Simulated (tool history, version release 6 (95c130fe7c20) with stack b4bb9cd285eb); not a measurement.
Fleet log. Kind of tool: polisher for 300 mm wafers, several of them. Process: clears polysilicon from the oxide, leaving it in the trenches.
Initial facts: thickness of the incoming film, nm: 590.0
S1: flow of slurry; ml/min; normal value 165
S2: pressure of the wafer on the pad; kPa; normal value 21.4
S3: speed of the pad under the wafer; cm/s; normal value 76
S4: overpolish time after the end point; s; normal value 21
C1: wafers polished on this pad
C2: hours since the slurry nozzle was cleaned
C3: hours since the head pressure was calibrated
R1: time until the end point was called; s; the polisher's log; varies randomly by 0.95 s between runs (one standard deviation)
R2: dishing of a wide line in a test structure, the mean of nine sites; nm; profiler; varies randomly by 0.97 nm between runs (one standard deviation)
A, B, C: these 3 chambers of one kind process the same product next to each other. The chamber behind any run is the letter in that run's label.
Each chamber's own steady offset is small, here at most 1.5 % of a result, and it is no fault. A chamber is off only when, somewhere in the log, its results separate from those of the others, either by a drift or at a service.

run   hour   S1    S2  S3  S4    C1     C2     C3      R1      R2
 1C    9.5  165  21.4  76  21   288  148.8  624.5  49.671  45.483
 2B   15.2  165  21.4  76  21   753  101.0  535.0  48.855  43.390
 3A   24.8  165  21.4  76  21   685  168.5  553.8  49.584  43.034
 4A   36.0  165  21.4  76  21   757  179.7  565.0  50.773  44.108
 5C   45.0  165  21.4  92  26   514  184.3  660.0  41.433  46.075
 6B   51.7  165  21.4  92  26   986  137.5  571.5  40.287  42.611
 7A   59.3  165  21.4  92  26   905  203.0  588.3  40.677  43.662
 8C   69.1  165  15.2  62  21   668  208.4  684.1  84.397  41.678
 9B   78.3  165  15.2  62  21  1155  164.1  598.1  83.406  40.465
      79.9  -- chamber B: worn pad replaced by a new one
10A   87.7  165  15.2  62  21  1086  231.4  616.7  85.532  41.186
11B   99.7  165  21.4  76  21   126  185.5  619.5  48.684  41.580
12C  108.5  165  21.4  76  21   918  247.8  723.5  49.784  45.295
     112.4  -- chamber C: worn pad replaced by a new one
13B  117.7  165  21.4  76  21   241  203.5  637.5  48.716  44.843
     118.0  -- chamber B: head pressure recalibrated
     123.4  -- chamber A: worn pad replaced by a new one
14C  129.4  165  21.4  76  21   108  268.7  744.4  49.973  43.790
15A  141.8  165  21.4  76  21   117  285.5  670.8  49.377  43.816
16C  152.8  165  21.4  76  21   257  292.1  767.8  48.178  43.371
17A  161.7  165  21.4  76  21   244  305.4  690.7  48.722  42.546
18B  172.9  165  21.4  76  21   592  258.7   55.0  48.671  45.939
19B  179.3  165  21.4  76  21   633  265.1   61.4  49.228  42.860
20C  189.0  165  21.4  76  21   488  328.3  804.0  50.132  43.925
     191.3  -- chamber B: slurry nozzle cleaned
21A  196.5  165  21.4  76  21   465  340.2  725.5  48.038  42.615
22B  208.2  165  21.4  76  21   817   16.9   90.3  48.601  42.689
23C  217.5  165  21.4  76  21   669  356.8  832.5  48.348  44.200
24A  226.0  165  21.4  68  21   653  369.7  755.0  54.549  42.619
25A  234.4  165  21.4  68  21   707  378.1  763.4  56.643  43.246

Each of the 3 chambers runs these same settings next. Fill in every chamber's results:
26A  243.7  165  21.4  76  21               ?   ?
26B  243.7  165  21.4  76  21               ?   ?
26C  243.7  165  21.4  76  21               ?   ?

run      R1      R2
26A  49.327  43.585
26B  48.387  44.616
26C  49.113  44.873
